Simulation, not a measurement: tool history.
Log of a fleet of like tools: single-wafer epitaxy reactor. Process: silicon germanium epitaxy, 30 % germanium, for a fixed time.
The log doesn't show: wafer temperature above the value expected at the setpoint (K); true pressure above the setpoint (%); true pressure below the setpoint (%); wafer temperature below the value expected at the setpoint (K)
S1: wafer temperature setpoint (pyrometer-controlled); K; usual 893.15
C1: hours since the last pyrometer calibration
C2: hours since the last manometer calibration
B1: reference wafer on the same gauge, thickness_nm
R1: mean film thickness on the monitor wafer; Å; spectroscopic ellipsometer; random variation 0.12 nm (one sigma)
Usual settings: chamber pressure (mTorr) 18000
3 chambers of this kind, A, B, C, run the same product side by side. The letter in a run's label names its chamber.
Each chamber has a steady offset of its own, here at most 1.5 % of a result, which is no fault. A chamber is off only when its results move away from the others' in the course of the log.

Run 1B, hour 6.6: usual settings; C1 886.7; C2 721.6; B1 89.45. Result: R1 797.27 Å.
Run 2C, hour 13.9: usual settings; C1 1131.4; C2 2108.3; B1 89.438. Result: R1 811.01 Å.
Run 3A, hour 25.2: usual settings; C1 1052; C2 1015.5; B1 89.446. Result: R1 806.04 Å.
Run 4C, hour 36.7: usual settings; C1 1154.2; C2 2131.1; B1 89.401. Result: R1 811.91 Å.
Run 5B, hour 47.8: usual settings but chamber pressure (mTorr) 20800; C1 927.9; C2 762.8; B1 89.387. Result: R1 842.99 Å.
Run 6A, hour 57.8: usual settings but chamber pressure (mTorr) 20800; C1 1084.6; C2 1048.1; B1 89.33. Result: R1 853.81 Å.
Run 7A, hour 68.8: usual settings but chamber pressure (mTorr) 20800; C1 1095.6; C2 1059.1; B1 89.335. Result: R1 855.86 Å.
Run 8B, hour 76.5: usual settings but S1 905.15 K, chamber pressure (mTorr) 22100; C1 956.6; C2 791.5; B1 89.319. Result: R1 1064.5 Å.
Run 9C, hour 83.3: usual settings but S1 905.15 K, chamber pressure (mTorr) 22100; C1 1200.8; C2 2177.7; B1 89.32. Result: R1 1078.5 Å.
Run 10C, hour 94.2: usual settings but S1 905.15 K, chamber pressure (mTorr) 22100; C1 1211.7; C2 2188.6; B1 89.279. Result: R1 1075.7 Å.
Run 11B, hour 105.1: usual settings but S1 905.15 K, chamber pressure (mTorr) 13900; C1 985.2; C2 820.1; B1 89.259. Result: R1 884.33 Å.
Run 12A, hour 113: usual settings but S1 905.15 K, chamber pressure (mTorr) 13900; C1 1139.8; C2 1103.3; B1 89.247. Result: R1 896.33 Å.
Run 13A, hour 120: usual settings but S1 905.15 K, chamber pressure (mTorr) 13900; C1 1146.8; C2 1110.3; B1 89.199. Result: R1 894.96 Å.
Run 14C, hour 126.7: usual settings but S1 879.15 K, chamber pressure (mTorr) 21600; C1 1244.2; C2 2221.1; B1 89.179. Result: R1 674.98 Å.
Run 15B, hour 132.9: usual settings but S1 879.15 K, chamber pressure (mTorr) 21600; C1 1013; C2 847.9; B1 89.232. Result: R1 665.66 Å.
Run 16A, hour 143.5: usual settings but S1 879.15 K, chamber pressure (mTorr) 21600; C1 1170.3; C2 1133.8; B1 89.143. Result: R1 675.75 Å.
Run 17C, hour 148.9: usual settings; C1 1266.4; C2 2243.3; B1 89.147. Result: R1 809.43 Å.
Run 18B, hour 160.4: usual settings; C1 1040.5; C2 875.4; B1 89.162. Result: R1 796.55 Å.
Run 19C, hour 167.9: usual settings; C1 1285.4; C2 2262.3; B1 89.088. Result: R1 809.42 Å.
Run 20B, hour 178.5: usual settings; C1 1058.6; C2 893.5; B1 89.075. Result: R1 793.3 Å.
Run 21A, hour 189.3: usual settings; C1 1216.1; C2 1179.6; B1 89.085. Result: R1 805.48 Å.
Run 22B, hour 197.9: usual settings; C1 1078; C2 912.9; B1 89.052. Result: R1 792.04 Å.
Run 23C, hour 203.3: usual settings; C1 1320.8; C2 2297.7; B1 88.994. Result: R1 804.38 Å.
Run 24A, hour 208.6: usual settings; C1 1235.4; C2 1198.9; B1 89.059. Result: R1 804.32 Å.
Run 25A, hour 219.3: usual settings; C1 1246.1; C2 1209.6; B1 88.971. Result: R1 805.91 Å.
Run 26C, hour 228.1: usual settings; C1 1345.6; C2 2322.5; B1 88.972. Result: R1 805.38 Å.
Run 27B, hour 234.3: usual settings; C1 1114.4; C2 949.3; B1 88.931. Result: R1 790.78 Å.

All 3 chambers run these settings next. Forecast each chamber's results:
Run 28A, hour 242.5: usual settings but chamber pressure (mTorr) 15900. Result: R1 ?.
Run 28B, hour 242.5: usual settings but chamber pressure (mTorr) 15900. Result: R1 ?.
Run 28C, hour 242.5: usual settings but chamber pressure (mTorr) 15900. Result: R1 ?.

run      R1
28A  766.98
28B  755.23
28C  766.66
